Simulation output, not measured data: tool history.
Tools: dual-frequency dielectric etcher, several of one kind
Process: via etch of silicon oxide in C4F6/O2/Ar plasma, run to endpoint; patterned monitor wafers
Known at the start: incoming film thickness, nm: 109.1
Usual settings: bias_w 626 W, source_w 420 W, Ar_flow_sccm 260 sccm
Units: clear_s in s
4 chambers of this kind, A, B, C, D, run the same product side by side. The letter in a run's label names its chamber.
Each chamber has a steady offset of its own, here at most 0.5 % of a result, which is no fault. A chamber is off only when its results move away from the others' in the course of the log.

run    day  bias_w  source_w  Ar_flow_sccm  hours since the last wet clean  hours since the last bias power generator calibration  hours since the last source power generator calibration  hours since the last Ar flow controller change  clear_s
 1B  0.242     626       420           260                           290.9                                                  999.4                                                   1338.6                                           312.2    21.16
     0.333  -- chamber A: Ar flow controller replaced
 2D  0.488     626       420           260                           100.2                                                 1465.2                                                   4056.3                                          3792.1   21.356
 3C  0.788     626       420           260                             324                                                  894.5                                                   4100.3                                           462.9   21.233
 4A  1.112     626       420           260                           303.5                                                  579.7                                                   2404.4                                            18.8   21.197
 5B  1.288     626       420           260                             316                                                 1024.5                                                   1363.7                                           337.3   21.353
 6D  1.517     626       420           260                           124.9                                                 1489.9                                                     4081                                          3816.8   21.355
 7A  1.846     626       420           260                           321.1                                                  597.3                                                     2422                                            36.4   21.291
 8C  2.108     626       420           260                           355.7                                                  926.2                                                     4132                                           494.6   21.088
 9C   2.45     626       420           260                           363.9                                                  934.4                                                   4140.2                                           502.8   21.133
10B  2.646     626       420           260                           348.6                                                 1057.1                                                   1396.3                                           369.9   21.316
11D  2.979     626       420           260                             160                                                   1525                                                   4116.1                                          3851.9   21.496
12A  3.233     626       420           260                           354.4                                                  630.6                                                   2455.3                                            69.7    21.13
13A  3.462     626       420           260                           359.9                                                  636.1                                                   2460.8                                            75.2   21.414
14B  3.654     626       420           260                           372.8                                                 1081.3                                                   1420.5                                           394.1   21.231
15C  3.858     626       420           260                           397.7                                                  968.2                                                     4174                                           536.6   20.615
16D  4.038     704       420           300                           185.4                                                 1550.4                                                   4141.5                                          3877.3     20.7
17A  4.188     704       420           300                           377.3                                                  653.5                                                   2478.2                                            92.6   20.525
18C  4.446     704       420           300                           411.8                                                  982.3                                                   4188.1                                           550.7   20.143
19D  4.662     704       420           300                           200.4                                                 1565.4                                                   4156.5                                          3892.3   20.599
20B  4.817     626       420           260                           400.7                                                 1109.2                                                   1448.4                                             422   21.236
21A  5.083     626       370           260                           398.8                                                    675                                                   2499.7                                           114.1   22.118
22C  5.296     626       370           260                           432.2                                                 1002.7                                                   4208.5                                           571.1   21.477
23B  5.538     626       370           260                             418                                                 1126.5                                                   1465.7                                           439.3   22.307
24D  5.858     626       370           260                           229.1                                                 1594.1                                                   4185.2                                            3921   22.062
25A  6.133     626       420           260                             424                                                  700.2                                                   2524.9                                           139.3   21.326
26D  6.304     626       420           260                           239.8                                                 1604.8                                                   4195.9                                          3931.7   21.219

All 4 chambers run these settings next. Forecast each chamber's results:
27A  6.554     626       420           260                                                                                                                                                                                                        ?
27B  6.554     626       420           260                                                                                                                                                                                                        ?
27C  6.554     626       420           260                                                                                                                                                                                                        ?
27D  6.554     626       420           260                                                                                                                                                                                                        ?

run  clear_s
27A   21.124
27B   21.267
27C   20.304
27D   21.297

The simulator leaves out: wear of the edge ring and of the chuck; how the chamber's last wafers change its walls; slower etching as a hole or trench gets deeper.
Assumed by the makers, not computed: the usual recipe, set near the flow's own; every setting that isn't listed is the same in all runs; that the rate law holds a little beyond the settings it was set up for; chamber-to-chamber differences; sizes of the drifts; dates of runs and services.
